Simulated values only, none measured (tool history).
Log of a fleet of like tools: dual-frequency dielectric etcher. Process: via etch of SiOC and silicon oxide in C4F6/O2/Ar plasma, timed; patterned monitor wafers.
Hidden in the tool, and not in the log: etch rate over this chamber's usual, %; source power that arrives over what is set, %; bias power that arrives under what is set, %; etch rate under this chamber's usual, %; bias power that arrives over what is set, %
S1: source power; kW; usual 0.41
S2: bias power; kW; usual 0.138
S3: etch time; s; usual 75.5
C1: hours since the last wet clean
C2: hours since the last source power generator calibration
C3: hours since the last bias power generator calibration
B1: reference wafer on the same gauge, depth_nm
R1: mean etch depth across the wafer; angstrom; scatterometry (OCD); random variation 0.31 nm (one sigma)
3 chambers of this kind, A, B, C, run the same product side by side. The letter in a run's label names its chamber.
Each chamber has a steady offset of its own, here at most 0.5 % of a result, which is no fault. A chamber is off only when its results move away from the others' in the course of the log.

run	hour	S1	S2	S3	C1	C2	C3	B1	R1
1B	5.3	0.41	0.138	75.5	194.1	1537.2	2141.2	90.064	792.21
2A	12.8	0.41	0.138	75.5	471.3	887.9	2342.9	89.934	799.47
# hour 17.5: chamber A: wet clean of the chamber
3C	20.6	0.41	0.138	75.5	380.1	1030.4	3323.9	89.934	796.66
4B	28.9	0.41	0.138	75.5	217.7	1560.8	2164.8	89.978	794.49
5A	33	0.41	0.121	75.5	15.6	908.1	2363.1	89.975	760.73
6C	37.3	0.41	0.121	75.5	396.8	1047.1	3340.6	89.956	769.66
7B	42.8	0.41	0.121	75.5	231.6	1574.7	2178.7	90.062	765.88
8A	51.2	0.41	0.138	75.5	33.8	926.3	2381.3	89.92	794.18
9C	55.8	0.41	0.138	75.5	415.3	1065.6	3359.1	90.062	799.75
10B	61.1	0.41	0.121	75.5	249.9	1593	2197	90.053	757.54
11C	67.3	0.41	0.121	75.5	426.8	1077.1	3370.6	90.033	763.36
12A	75.1	0.41	0.121	75.5	57.7	950.2	2405.2	89.992	767.11
13C	82.2	0.41	0.138	75.5	441.7	1092	3385.5	89.963	791.2
14B	90.1	0.41	0.138	75.5	278.9	1622	2226	90.026	789.3
15A	95.5	0.41	0.138	75.5	78.1	970.6	2425.6	89.931	793.27
16A	103.8	0.41	0.138	75.5	86.4	978.9	2433.9	90.096	795.02
17B	111.5	0.41	0.138	75.5	300.3	1643.4	2247.4	89.978	782.68
# hour 111.6: chamber C: wet clean of the chamber
18C	116.2	0.36	0.106	75.5	4.7	1126	3419.5	90.01	703.45
19A	124	0.36	0.106	75.5	106.6	999.1	2454.1	90.045	697.96
20B	129.6	0.36	0.106	75.5	318.4	1661.5	2265.5	89.978	685.69
21C	136.1	0.41	0.138	75.5	24.6	1145.9	3439.4	90.054	792.3
22A	139.9	0.41	0.138	75.5	122.5	1015	2470	89.959	798.28
23C	143.6	0.41	0.138	75.5	32.1	1153.4	3446.9	90.04	797.58
24B	148.5	0.41	0.138	75.5	337.3	1680.4	2284.4	89.974	770.19
25B	156.1	0.41	0.138	75.5	344.9	1688	2292	90.016	772.74
26C	162.5	0.41	0.138	75.5	51	1172.3	3465.8	89.967	797.21
27A	167.3	0.41	0.138	75.5	149.9	1042.4	2497.4	89.946	795.9
28B	173.5	0.41	0.138	75.5	362.3	1705.4	2309.4	90.009	773.66
29A	178.2	0.41	0.138	75.5	160.8	1053.3	2508.3	90.058	790.83
# hour 185.8: chamber B: source power generator calibrated
30C	186.3	0.41	0.138	75.5	74.8	1196.1	3489.6	90	790.97
31B	192	0.41	0.138	75.5	380.8	6.2	2327.9	89.998	768.38
32A	197.5	0.41	0.138	75.5	180.1	1072.6	2527.6	89.97	791.14
33C	203.7	0.41	0.138	75.5	92.2	1213.5	3507	90.035	798.9
34A	208.8	0.41	0.138	75.5	191.4	1083.9	2538.9	90.073	792.48

All 3 chambers run these settings next. Forecast each chamber's results:
35A	214.9	0.47	0.138	75.5					?
35B	214.9	0.47	0.138	75.5					?
35C	214.9	0.47	0.138	75.5					?

run	R1
35A	837.81
35B	803.32
35C	844.41
